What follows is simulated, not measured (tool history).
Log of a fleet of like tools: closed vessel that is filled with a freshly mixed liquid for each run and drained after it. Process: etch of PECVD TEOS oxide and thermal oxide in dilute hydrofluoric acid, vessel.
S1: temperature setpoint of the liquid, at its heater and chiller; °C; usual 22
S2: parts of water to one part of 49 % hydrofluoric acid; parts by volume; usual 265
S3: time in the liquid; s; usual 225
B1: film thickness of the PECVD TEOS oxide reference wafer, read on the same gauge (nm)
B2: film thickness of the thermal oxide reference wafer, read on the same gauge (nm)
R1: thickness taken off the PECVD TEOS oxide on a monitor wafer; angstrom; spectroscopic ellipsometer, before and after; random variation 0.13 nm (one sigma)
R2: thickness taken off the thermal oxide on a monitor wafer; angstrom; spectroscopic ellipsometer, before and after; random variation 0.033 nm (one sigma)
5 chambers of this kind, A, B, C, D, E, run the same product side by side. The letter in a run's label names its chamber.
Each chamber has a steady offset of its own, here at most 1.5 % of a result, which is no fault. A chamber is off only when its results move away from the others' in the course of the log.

run,day,S1,S2,S3,B1,B2,R1,R2
1D,0.346,22,265,225,79.996,29.962,141.07,30.717
2A,0.783,22,265,225,80.001,30.05,136.92,30.86
3C,1.279,22,265,225,80.05,30,135.37,31.175
4B,1.508,22,265,225,80.032,29.964,138.45,31.033
5E,1.912,22,265,225,79.985,29.998,135.83,31.067
6C,2.388,22,265,225,80.002,29.987,140.1,31.366
7B,2.842,22,265,225,80.031,29.975,137.15,31.385
8D,3.125,22,265,225,80.034,29.99,140.41,31.226
9E,3.379,22,265,225,80.023,29.995,131.73,30.175
10A,3.775,22,265,225,79.978,30.033,135.72,30.761
11E,4.146,22,265,225,80.017,29.978,133.64,29.824
12D,4.533,22,265,155,80.022,30.054,95.209,21.426
# day 4.612: chamber D: thermometer replaced
13B,4.842,22,265,155,79.976,30.02,94.734,21.218
14A,5.221,22,265,155,80.062,30.001,93.555,21.411
15C,5.658,22,265,155,79.988,30.017,95.055,21.206
16E,6.104,22,265,155,79.969,30.001,89.708,20.083
17B,6.525,22,265,225,79.975,30.003,138.27,31.205
18A,6.771,22,265,225,80.011,29.962,136.13,30.662
19D,7.204,22,265,225,79.98,30.04,137.43,30.841
20C,7.521,22,265,225,80.028,29.968,138.81,31.156
21A,7.788,22,265,225,80.015,29.988,136.18,30.665
# day 8.071: chamber C: hydrofluoric acid flow meter replaced
22C,8.1,22,265,225,79.997,30.007,138.27,30.945
23E,8.388,22,265,225,80.046,29.995,125.81,28.529
24D,8.658,22,265,225,80.019,29.937,137.98,31.286
25B,9.058,22,265,225,79.969,30.033,138.79,30.878
26C,9.271,24.5,265,305,79.971,30.004,205.71,45.459
27B,9.562,24.5,265,305,79.987,30.019,205.74,45.85
28D,9.817,24.5,265,305,79.969,29.99,205.86,45.563
29A,10.242,24.5,265,305,80.024,29.983,207.73,45.346
30E,10.567,24.5,265,305,80,30.012,183.38,40.143
31C,10.933,22,265,280,80.052,29.974,172.96,38.653
32A,11.392,22,265,280,79.974,29.982,171.66,39.002

All 5 chambers run these settings next. Forecast each chamber's results:
33A,11.75,22,340,225,,,?,?
33B,11.75,22,340,225,,,?,?
33C,11.75,22,340,225,,,?,?
33D,11.75,22,340,225,,,?,?
33E,11.75,22,340,225,,,?,?

run,R1,R2
33A,99.144,22.302
33B,100.72,22.5
33C,99.457,22.772
33D,99.002,22.429
33E,85.433,19.536

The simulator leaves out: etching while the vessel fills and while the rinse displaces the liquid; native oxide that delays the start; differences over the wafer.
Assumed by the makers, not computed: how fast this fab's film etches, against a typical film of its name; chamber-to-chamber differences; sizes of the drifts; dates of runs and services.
